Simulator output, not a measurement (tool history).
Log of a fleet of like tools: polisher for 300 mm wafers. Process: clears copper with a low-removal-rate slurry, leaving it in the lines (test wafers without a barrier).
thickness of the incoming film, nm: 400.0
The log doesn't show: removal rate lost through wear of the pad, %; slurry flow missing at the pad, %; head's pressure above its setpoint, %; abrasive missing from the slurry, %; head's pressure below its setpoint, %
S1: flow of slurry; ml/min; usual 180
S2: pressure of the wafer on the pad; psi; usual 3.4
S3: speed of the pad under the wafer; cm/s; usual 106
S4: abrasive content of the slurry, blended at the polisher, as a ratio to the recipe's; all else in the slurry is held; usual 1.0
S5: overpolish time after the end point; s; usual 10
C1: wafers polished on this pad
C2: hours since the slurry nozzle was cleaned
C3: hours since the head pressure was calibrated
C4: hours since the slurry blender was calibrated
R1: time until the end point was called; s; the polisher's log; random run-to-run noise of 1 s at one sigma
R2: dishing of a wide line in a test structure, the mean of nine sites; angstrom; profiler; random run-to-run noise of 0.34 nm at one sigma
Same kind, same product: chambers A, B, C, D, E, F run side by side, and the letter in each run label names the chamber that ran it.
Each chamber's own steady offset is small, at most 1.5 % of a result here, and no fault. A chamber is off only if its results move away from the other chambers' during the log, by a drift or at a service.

run   hour   S1   S2   S3   S4  S5    C1     C2      C3     C4       R1      R2
 1A    5.2  180  3.4  106  1.0  10   622  249.7    53.6  185.1   98.556  290.32
      10.2  -- chamber A: slurry blender recalibrated
 2E   10.3  180  3.4  106  1.0  10   978  168.5   406.4  394.1   99.451  283.39
 3F   13.9  180  3.4  106  1.0  10   185  345.3   395.9   65.7   97.040  289.94
      19.6  -- chamber B: worn pad replaced by a new one
 4B   19.6  180  3.4  106  1.0  10     0   85.9   323.1  122.4   96.186  298.16
      20.5  -- chamber C: worn pad replaced by a new one
 5D   22.3  180  3.4  106  1.0  10   320  357.4   993.0   97.3   98.506  294.53
 6C   25.8  180  3.4  106  1.0  10    27  188.8  1011.0  124.0   99.166  288.91
 7D   29.9  180  3.4  106  1.0  10   359  365.0  1000.6  104.9   98.748  298.27
      31.0  -- chamber E: worn pad replaced by a new one
 8F   34.3  180  3.4  106  1.0  10   290  365.7   416.3   86.1   98.226  293.56
      35.7  -- chamber A: worn pad replaced by a new one
 9B   40.1  180  3.4  106  1.0  10   104  106.4   343.6  142.9   97.912  290.52
10A   43.3  235  3.4  106  0.8  10    39  287.8    91.7   33.2  100.350  285.20
11C   46.6  235  3.4  106  0.8  10   133  209.6  1031.8  144.8  101.190  292.57
      51.7  -- chamber D: head pressure recalibrated
12E   51.9  235  3.4  106  0.8  10   106  210.1   448.0  435.7   97.933  291.98
      54.0  -- chamber E: slurry blender recalibrated
13D   57.1  235  3.4  106  0.8  10   498  392.2     5.4  132.1  108.150  263.65
14C   61.0  235  3.4  106  0.8  10   207  224.0  1046.2  159.2   98.502  290.72
15A   64.2  235  3.4  106  0.8  10   146  308.7   112.6   54.1   98.405  283.05
16F   67.1  180  3.4  106  1.0  10   457  398.5   449.1  118.9   97.358  295.47
17E   72.5  180  3.4  106  1.0  10   212  230.7   468.6   18.6   95.459  288.92
18B   76.1  180  3.4  106  1.0  10   288  142.4   379.6  178.9   97.022  296.74
19C   81.0  180  3.4  106  1.0  10   309  244.0  1066.2  179.2   98.382  295.74
20E   85.2  180  3.4  106  1.0  10   277  243.4   481.3   31.3   98.574  292.92
21D   89.6  180  3.4  120  1.0  13   664  424.7    37.9  164.6   95.659  365.65
      91.6  -- chamber D: slurry nozzle cleaned
      93.6  -- chamber C: head pressure recalibrated
      94.3  -- chamber D: slurry blender recalibrated
22B   94.9  180  3.4  120  1.0  13   384  161.2   398.4  197.7   87.515  414.30
23F   99.1  180  3.4  120  1.0  13   621  430.5   481.1  150.9   86.234  407.38
24A  102.5  180  3.4  120  1.0  13   341  347.0   150.9   92.4   86.989  404.24
25D  105.9  180  3.4  120  1.0  13   747   14.4    54.2   11.7   95.731  377.28
26F  110.8  180  3.4  120  1.0  13   680  442.2   492.8  162.6   85.978  413.31
27B  115.3  205  3.4  106  1.3  10   488  181.6   418.8  218.1   88.990  314.83
28A  119.1  205  3.4  106  1.3  10   426  363.6   167.5  109.0   90.973  298.95
     121.2  -- chamber B: worn pad replaced by a new one
29C  123.4  205  3.4  106  1.3  10   525  286.4    29.9  221.6   92.116  312.56
30E  126.8  205  3.4  106  1.3  10   489  285.0   522.9   72.9   91.791  304.68
31C  129.8  205  3.4  106  1.3  10   558  292.8    36.3  228.0   91.651  312.36
32D  135.0  205  3.4  106  1.3  10   896   43.5    83.3   40.8  101.210  287.23
33A  140.4  180  3.4  106  1.0  10   535  384.9   188.8  130.3   98.410  290.45
34B  144.2  180  3.4  106  1.0  10   117  210.5   447.7  247.0   97.995  301.02
35E  149.3  180  3.4  106  1.0  10   604  307.5   545.4   95.4   97.018  291.17
36F  154.5  180  3.4  106  1.0  10   904  485.9   536.5  206.3   98.020  296.91
37D  158.4  180  3.4  106  1.0  14  1015   66.9   106.7   64.2  106.900  358.64
38B  161.3  180  3.4  106  1.0  14   204  227.6   464.8  264.1   97.916  399.43
     163.7  -- chamber F: worn pad replaced by a new one
39F  164.0  180  3.4  106  1.0  14     1  495.4   546.0  215.8   99.901  391.66
40A  169.1  180  3.4  106  1.0  14   681  413.6   217.5  159.0   99.320  397.43

All chambers now run identical settings, listed one chamber a line with results as question marks. What results will each chamber show?
41A  173.3  180  3.4  78  1.0  10                   ?   ?
41B  173.3  180  3.4  78  1.0  10                   ?   ?
41C  173.3  180  3.4  78  1.0  10                   ?   ?
41D  173.3  180  3.4  78  1.0  10                   ?   ?
41E  173.3  180  3.4  78  1.0  10                   ?   ?
41F  173.3  180  3.4  78  1.0  10                   ?   ?

run       R1      R2
41A  136.540  214.50
41B  129.790  228.51
41C  135.510  221.45
41D  148.100  200.38
41E  135.160  218.56
41F  133.340  217.07
